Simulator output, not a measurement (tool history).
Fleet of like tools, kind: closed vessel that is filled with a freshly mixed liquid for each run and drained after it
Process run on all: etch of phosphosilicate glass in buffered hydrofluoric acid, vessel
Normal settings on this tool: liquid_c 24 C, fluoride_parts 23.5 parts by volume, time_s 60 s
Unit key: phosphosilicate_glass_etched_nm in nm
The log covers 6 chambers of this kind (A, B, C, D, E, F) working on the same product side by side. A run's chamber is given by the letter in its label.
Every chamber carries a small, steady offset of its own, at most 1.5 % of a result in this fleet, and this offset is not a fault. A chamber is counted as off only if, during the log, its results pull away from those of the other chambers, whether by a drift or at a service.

| run | hour | liquid_c | fluoride_parts | time_s | hours since the thermometer was replaced | hours since the hydrofluoric acid flow meter was replaced | read-back film thickness of the phosphosilicate glass reference wafer, read on the same gauge (nm) | phosphosilicate_glass_etched_nm |
|---|---|---|---|---|---|---|---|---|
| 1B | 7.9 | 24 | 23.5 | 60 | 850.6 | 674.7 | 60.028 | 98.308 |
| 2F | 16.1 | 24 | 23.5 | 60 | 819 | 60.6 | 59.974 | 97.814 |
| 3A | 22 | 24 | 23.5 | 60 | 1792.4 | 362.7 | 59.993 | 99.741 |
| 4C | 28.3 | 24 | 23.5 | 60 | 898.5 | 1122.1 | 60.012 | 98.761 |
| 5E | 35.3 | 24 | 23.5 | 60 | 63.2 | 1638.7 | 60.023 | 98.554 |
| 6D | 44.2 | 24 | 23.5 | 60 | 495.4 | 1036.4 | 59.984 | 98.18 |
| 7A | 51.1 | 24 | 23.5 | 60 | 1821.5 | 391.8 | 60.039 | 99.334 |
| 8D | 58.5 | 24 | 23.5 | 60 | 509.7 | 1050.7 | 59.999 | 98.055 |
| 9E | 63.2 | 21.5 | 28 | 60 | 91.1 | 1666.6 | 59.991 | 76.135 |
| 10F | 67.8 | 21.5 | 28 | 60 | 870.7 | 112.3 | 60.025 | 75.303 |
| 11B | 75.1 | 21.5 | 28 | 60 | 917.8 | 741.9 | 59.987 | 76.131 |
| 12C | 83.7 | 21.5 | 28 | 60 | 953.9 | 1177.5 | 59.992 | 76.511 |
| 13F | 91.4 | 21.5 | 28 | 60 | 894.3 | 135.9 | 59.978 | 75.5 |
| 14B | 99.4 | 21.5 | 28 | 60 | 942.1 | 766.2 | 60.022 | 76.364 |
| 15D | 105.6 | 24 | 23.5 | 90 | 556.8 | 1097.8 | 60.032 | 149.18 |
| 16C | 110.2 | 24 | 23.5 | 90 | 980.4 | 1204 | 59.992 | 148.27 |
| 17A | 118.9 | 24 | 23.5 | 90 | 1889.3 | 459.6 | 59.994 | 149.11 |
| 18E | 129 | 24 | 23.5 | 90 | 156.9 | 1732.4 | 60.004 | 146.7 |
| 19A | 135.3 | 24 | 23.5 | 90 | 1905.7 | 476 | 60.005 | 149.34 |
| 20B | 141.6 | 24 | 23.5 | 90 | 984.3 | 808.4 | 60.004 | 147.44 |
| 21C | 149.8 | 24 | 23.5 | 60 | 1020 | 1243.6 | 59.997 | 99.512 |
| 22D | 158 | 24 | 23.5 | 60 | 609.2 | 1150.2 | 60 | 98.719 |
| 23E | 162.7 | 24 | 23.5 | 60 | 190.6 | 1766.1 | 59.999 | 98.427 |
| 24F | 171.7 | 24 | 23.5 | 60 | 974.6 | 216.2 | 59.984 | 97.727 |
| 25F | 178.5 | 24 | 23.5 | 60 | 981.4 | 223 | 59.984 | 97.508 |
| 26E | 188.9 | 24 | 23.5 | 60 | 216.8 | 1792.3 | 60.007 | 97.781 |
| 27A | 193.5 | 24 | 23.5 | 60 | 1963.9 | 534.2 | 59.975 | 98.554 |
| 28B | 199.7 | 24 | 23.5 | 60 | 1042.4 | 866.5 | 59.983 | 98.79 |
| 29D | 209.3 | 24 | 23.5 | 60 | 660.5 | 1201.5 | 60.011 | 98.769 |
| 30C | 218 | 24 | 23.5 | 60 | 1088.2 | 1311.8 | 60.008 | 98.926 |
| 31C | 223.3 | 24 | 23.5 | 60 | 1093.5 | 1317.1 | 60.009 | 98.061 |
| 32E | 230.9 | 24 | 23.5 | 60 | 258.8 | 1834.3 | 60.036 | 97.982 |
|  | 236.8 | chamber F: thermometer replaced |
| 33B | 240.3 | 24 | 23.5 | 60 | 1083 | 907.1 | 59.996 | 98.831 |
| 34A | 247.2 | 24 | 23.5 | 60 | 2017.6 | 587.9 | 59.993 | 99.235 |
| 35D | 252.6 | 24 | 23.5 | 60 | 703.8 | 1244.8 | 60.002 | 98.864 |
| 36F | 259.2 | 26 | 23.5 | 35 | 22.5 | 303.7 | 59.978 | 63.157 |
| 37B | 269.1 | 26 | 23.5 | 35 | 1111.8 | 935.9 | 59.998 | 64.327 |
| 38D | 273.7 | 26 | 23.5 | 35 | 724.9 | 1265.9 | 59.992 | 64.106 |
| 39F | 283.6 | 26 | 23.5 | 35 | 46.9 | 328.1 | 59.992 | 62.856 |
| 40E | 293.1 | 26 | 23.5 | 35 | 321 | 1896.5 | 60.025 | 64.164 |
| 41A | 298.4 | 26 | 23.5 | 35 | 2068.8 | 639.1 | 59.996 | 64.018 |

Is one chamber out of step, is the gauge drifting, or do the chambers differ by no more than their own small offsets? For an off chamber, give its letter and the likeliest cause.

No chamber is off and the gauge is stable; the differences are just each chamber's small, constant offset.
